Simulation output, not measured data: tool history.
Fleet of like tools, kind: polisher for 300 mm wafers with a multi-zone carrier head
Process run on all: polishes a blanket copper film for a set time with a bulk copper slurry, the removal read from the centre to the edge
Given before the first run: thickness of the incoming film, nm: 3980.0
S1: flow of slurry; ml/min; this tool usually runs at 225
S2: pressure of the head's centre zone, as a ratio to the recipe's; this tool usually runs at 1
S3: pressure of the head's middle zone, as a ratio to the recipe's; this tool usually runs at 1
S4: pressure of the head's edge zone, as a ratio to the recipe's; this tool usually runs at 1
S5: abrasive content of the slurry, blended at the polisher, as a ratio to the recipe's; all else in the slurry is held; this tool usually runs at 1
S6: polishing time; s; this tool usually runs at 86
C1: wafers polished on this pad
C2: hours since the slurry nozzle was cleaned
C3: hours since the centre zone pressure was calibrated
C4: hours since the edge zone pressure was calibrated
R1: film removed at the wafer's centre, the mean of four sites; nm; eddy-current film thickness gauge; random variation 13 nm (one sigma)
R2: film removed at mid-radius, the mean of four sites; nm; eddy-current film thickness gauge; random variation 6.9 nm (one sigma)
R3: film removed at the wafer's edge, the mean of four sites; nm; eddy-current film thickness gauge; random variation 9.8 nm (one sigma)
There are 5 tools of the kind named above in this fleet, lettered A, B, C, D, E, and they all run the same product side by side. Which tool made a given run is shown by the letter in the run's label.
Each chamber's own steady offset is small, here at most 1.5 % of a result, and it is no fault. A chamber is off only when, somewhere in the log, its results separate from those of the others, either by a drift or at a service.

-- hour=5.8 chamber D: worn pad replaced by a new one
run 1E hour=10.4 | S1=225 S2=1 S3=1 S4=1 S5=1 S6=86 | C1=802 C2=131.5 C3=155.3 C4=218.5 | R1=1153.7 R2=1142.7 R3=1144.7
run 2D hour=16.2 | S1=225 S2=1 S3=1 S4=1 S5=1 S6=86 | C1=107 C2=174.1 C3=1033.4 C4=149 | R1=1126.5 R2=1136.9 R3=1151
run 3C hour=23.2 | S1=225 S2=1 S3=1 S4=1 S5=1 S6=86 | C1=649 C2=510.2 C3=401.3 C4=367.5 | R1=1144 R2=1139.8 R3=1129.1
run 4A hour=34.2 | S1=225 S2=1 S3=1 S4=1 S5=1 S6=86 | C1=851 C2=273.4 C3=71.4 C4=139.8 | R1=1160.9 R2=1156.8 R3=1154.3
-- hour=36 chamber D: centre zone pressure recalibrated
-- hour=45.2 chamber C: worn pad replaced by a new one
run 5B hour=45.8 | S1=195 S2=1 S3=1 S4=1.1 S5=1 S6=86 | C1=768 C2=464.1 C3=245.1 C4=693.4 | R1=1138.6 R2=1112.2 R3=1167.2
-- hour=48.5 chamber B: worn pad replaced by a new one
-- hour=55.1 chamber A: worn pad replaced by a new one
run 6D hour=58 | S1=195 S2=1 S3=1 S4=1.1 S5=1 S6=86 | C1=538 C2=215.9 C3=22.1 C4=190.8 | R1=1112.9 R2=1118.3 R3=1191.4
-- hour=59.3 chamber D: slurry nozzle cleaned
run 7C hour=63.8 | S1=195 S2=1 S3=1 S4=1.1 S5=1 S6=86 | C1=191 C2=550.8 C3=441.9 C4=408.1 | R1=1127 R2=1118 R3=1192
-- hour=70.5 chamber E: worn pad replaced by a new one
run 8B hour=75.8 | S1=195 S2=1 S3=1 S4=1.1 S5=1 S6=86 | C1=282 C2=494.1 C3=275.1 C4=723.4 | R1=1092.4 R2=1117.3 R3=1174.2
run 9A hour=85.5 | S1=195 S2=1 S3=1 S4=1.1 S5=1 S6=86 | C1=313 C2=324.7 C3=122.7 C4=191.1 | R1=1133 R2=1124.2 R3=1194.3
run 10E hour=95.4 | S1=225 S2=1 S3=1 S4=1 S5=1 S6=86 | C1=257 C2=216.5 C3=240.3 C4=303.5 | R1=1152.1 R2=1127.5 R3=1154.3
run 11C hour=102.1 | S1=225 S2=1 S3=1 S4=1 S5=1 S6=86 | C1=586 C2=589.1 C3=480.2 C4=446.4 | R1=1125.7 R2=1143 R3=1130.8
-- hour=102.3 chamber B: centre zone pressure recalibrated
run 12B hour=112.1 | S1=225 S2=1 S3=1 S4=1 S5=1 S6=86 | C1=656 C2=530.4 C3=9.8 C4=759.7 | R1=1151.4 R2=1129.9 R3=1146.8
-- hour=120.5 chamber C: worn pad replaced by a new one
-- hour=120.8 chamber C: slurry nozzle cleaned
-- hour=123.3 chamber D: worn pad replaced by a new one
run 13A hour=123.8 | S1=225 S2=1 S3=1 S4=1 S5=1 S6=86 | C1=708 C2=363 C3=161 C4=229.4 | R1=1146.1 R2=1153.5 R3=1151.3
-- hour=127.2 chamber B: worn pad replaced by a new one
run 14D hour=134.1 | S1=225 S2=1 S3=1 S4=1 S5=1 S6=86 | C1=112 C2=74.9 C3=98.2 C4=266.9 | R1=1135.4 R2=1126.5 R3=1154.7
-- hour=145.4 chamber E: slurry nozzle cleaned
run 15E hour=146.6 | S1=225 S2=1 S3=1 S4=1 S5=1 S6=86 | C1=785 C2=1.3 C3=291.5 C4=354.7 | R1=1138.7 R2=1132.3 R3=1150.8
-- hour=151 chamber A: worn pad replaced by a new one
run 16A hour=156 | S1=225 S2=1 S3=1 S4=1 S5=1 S6=86 | C1=51 C2=395.2 C3=193.2 C4=261.6 | R1=1156.9 R2=1157.7 R3=1145
run 17E hour=165.1 | S1=225 S2=1 S3=1 S4=1 S5=1 S6=86 | C1=975 C2=19.8 C3=310 C4=373.2 | R1=1139.3 R2=1134.8 R3=1152
run 18B hour=173.1 | S1=225 S2=1 S3=1 S4=1 S5=1 S6=86 | C1=473 C2=591.4 C3=70.8 C4=820.7 | R1=1143.2 R2=1126.3 R3=1152.5
run 19D hour=179.9 | S1=225 S2=1 S3=1 S4=1 S5=1 S6=86 | C1=584 C2=120.7 C3=144 C4=312.7 | R1=1133.6 R2=1137.2 R3=1151.9
run 20C hour=191.1 | S1=225 S2=1 S3=1 S4=1 S5=1 S6=86 | C1=728 C2=70.4 C3=569.2 C4=535.4 | R1=1154.9 R2=1144.8 R3=1130.5
-- hour=194 chamber B: worn pad replaced by a new one
-- hour=197.7 chamber E: worn pad replaced by a new one
run 21C hour=199 | S1=225 S2=1 S3=1 S4=1 S5=1 S6=86 | C1=810 C2=78.3 C3=577.1 C4=543.3 | R1=1134.6 R2=1144.2 R3=1147.1
-- hour=201.6 chamber C: worn pad replaced by a new one
run 22D hour=207.5 | S1=225 S2=1 S3=1 S4=1 S5=1 S6=86 | C1=868 C2=148.3 C3=171.6 C4=340.3 | R1=1133.1 R2=1144.5 R3=1135.1
-- hour=214.3 chamber C: centre zone pressure recalibrated
run 23A hour=220.1 | S1=225 S2=0.89 S3=1.04 S4=1 S5=1 S6=86 | C1=712 C2=459.3 C3=257.3 C4=325.7 | R1=1005.3 R2=1183.7 R3=1164.8
-- hour=223.5 chamber D: worn pad replaced by a new one
run 24B hour=226.5 | S1=225 S2=0.89 S3=1.04 S4=1 S5=1 S6=86 | C1=336 C2=644.8 C3=124.2 C4=874.1 | R1=993.14 R2=1158.6 R3=1136
run 25E hour=239 | S1=225 S2=0.89 S3=1.04 S4=1 S5=1 S6=86 | C1=426 C2=93.7 C3=383.9 C4=447.1 | R1=958.6 R2=1176.4 R3=1138.9
run 26E hour=246 | S1=225 S2=0.89 S3=1.04 S4=1 S5=1 S6=86 | C1=498 C2=100.7 C3=390.9 C4=454.1 | R1=971.26 R2=1174 R3=1155.4
run 27B hour=253.3 | S1=225 S2=0.89 S3=1.04 S4=1 S5=1 S6=86 | C1=612 C2=671.6 C3=151 C4=900.9 | R1=979.7 R2=1169.3 R3=1123.7
-- hour=257.3 chamber A: worn pad replaced by a new one
run 28D hour=264.9 | S1=225 S2=1 S3=1 S4=1 S5=1 S6=86 | C1=427 C2=205.7 C3=229 C4=397.7 | R1=1143.7 R2=1139 R3=1155.4
-- hour=268.5 chamber B: worn pad replaced by a new one
run 29A hour=270.9 | S1=225 S2=1 S3=1 S4=1 S5=1 S6=86 | C1=140 C2=510.1 C3=308.1 C4=376.5 | R1=1182.9 R2=1141.4 R3=1157.3
-- hour=271.4 chamber A: edge zone pressure recalibrated
-- hour=274.9 chamber B: slurry nozzle cleaned
-- hour=279.5 chamber C: worn pad replaced by a new one
run 30C hour=279.7 | S1=225 S2=1 S3=1 S4=1 S5=1 S6=86 | C1=2 C2=159 C3=65.4 C4=624 | R1=1156.6 R2=1146.8 R3=1148.3
-- hour=285.7 chamber C: edge zone pressure recalibrated
run 31E hour=292.4 | S1=225 S2=1 S3=1 S4=1 S5=1 S6=86 | C1=977 C2=147.1 C3=437.3 C4=500.5 | R1=1086.8 R2=1139.5 R3=1143.5
run 32A hour=298.4 | S1=200 S2=1 S3=1 S4=1 S5=0.8 S6=86 | C1=424 C2=537.6 C3=335.6 C4=27 | R1=1095.2 R2=1090.9 R3=1084
run 33B hour=306.1 | S1=200 S2=1 S3=1 S4=1 S5=0.8 S6=86 | C1=387 C2=31.3 C3=203.8 C4=953.7 | R1=1078.1 R2=1064.3 R3=1091.3
run 34C hour=314.6 | S1=200 S2=1 S3=1 S4=1 S5=0.8 S6=86 | C1=362 C2=193.9 C3=100.3 C4=28.9 | R1=1082.7 R2=1074.8 R3=1072.9
-- hour=315.5 chamber D: slurry nozzle cleaned
run 35D hour=324.9 | S1=200 S2=1 S3=1 S4=1 S5=0.8 S6=86 | C1=1046 C2=9.4 C3=289 C4=457.7 | R1=1070.7 R2=1075 R3=1060.8
-- hour=332.2 chamber E: worn pad replaced by a new one
run 36B hour=332.3 | S1=200 S2=1 S3=1 S4=1 S5=0.8 S6=86 | C1=658 C2=57.5 C3=230 C4=979.9 | R1=1071.9 R2=1057.7 R3=1099.6
-- hour=336.9 chamber D: worn pad replaced by a new one
run 37C hour=344.8 | S1=225 S2=1 S3=1 S4=1 S5=1 S6=86 | C1=673 C2=224.1 C3=130.5 C4=59.1 | R1=1149.3 R2=1127.6 R3=1147.7
run 38D hour=351.9 | S1=225 S2=1 S3=1 S4=1 S5=1 S6=86 | C1=155 C2=36.4 C3=316 C4=484.7 | R1=1126.9 R2=1137.1 R3=1155.2
run 39E hour=359.2 | S1=225 S2=1 S3=1.04 S4=1 S5=1 S6=86 | C1=278 C2=213.9 C3=504.1 C4=567.3 | R1=1034.8 R2=1175.3 R3=1138.4
run 40A hour=368.6 | S1=225 S2=1 S3=1.04 S4=1 S5=1 S6=86 | C1=1147 C2=607.8 C3=405.8 C4=97.2 | R1=1156 R2=1206.7 R3=1138.7
run 41E hour=380.2 | S1=225 S2=1 S3=1.04 S4=1 S5=1 S6=86 | C1=495 C2=234.9 C3=525.1 C4=588.3 | R1=1055.2 R2=1160.6 R3=1151.7

What goes on in this fleet: one chamber off, a drifting gauge, or nothing beyond the chambers' own small offsets? Name the chamber and the cause, if any.

It is chamber E that slowly wanders off from its peers.
Likeliest cause: centre zone's pressure below its setpoint, % = 9.14.

Here are 4 candidates for chamber E's next run, each the usual settings with a change, their results left as question marks. Which one brings its results back in line with what the others give on the usual settings?
Allowed miss from the other chambers' usual-settings mean, per result, to count as in line: R1 47 nm; R2 24 nm; R3 34 nm
run 42E-1 hour=389.7 | S1=230 S2=1.07 S3=0.99 S4=0.97 S5=1 S6=87 | R1=? R2=? R3=?
run 42E-2 hour=389.7 | S1=215 S2=0.87 S3=1.01 S4=1.05 S5=1 S6=84 | R1=? R2=? R3=?
run 42E-3 hour=389.7 | S1=235 S2=1.13 S3=0.99 S4=0.95 S5=1 S6=88 | R1=? R2=? R3=?
run 42E-4 hour=389.7 | S1=220 S2=0.93 S3=1.01 S4=1.03 S5=1 S6=85 | R1=? R2=? R3=?

Mean of the other chambers on the usual settings: R1 1143.7 nm; R2 1142.6 nm; R3 1143.6 nm
run=42E-1 R1=1137.3 R2=1142.6 R3=1141.9
run=42E-2 R1=862.58 R2=1115.2 R3=1142.2
run=42E-3 R1=1225.4 R2=1158.5 R3=1144.9
run=42E-4 R1=944.36 R2=1131.6 R3=1146.5
With 42E-1, the chamber falls back in line with the rest.
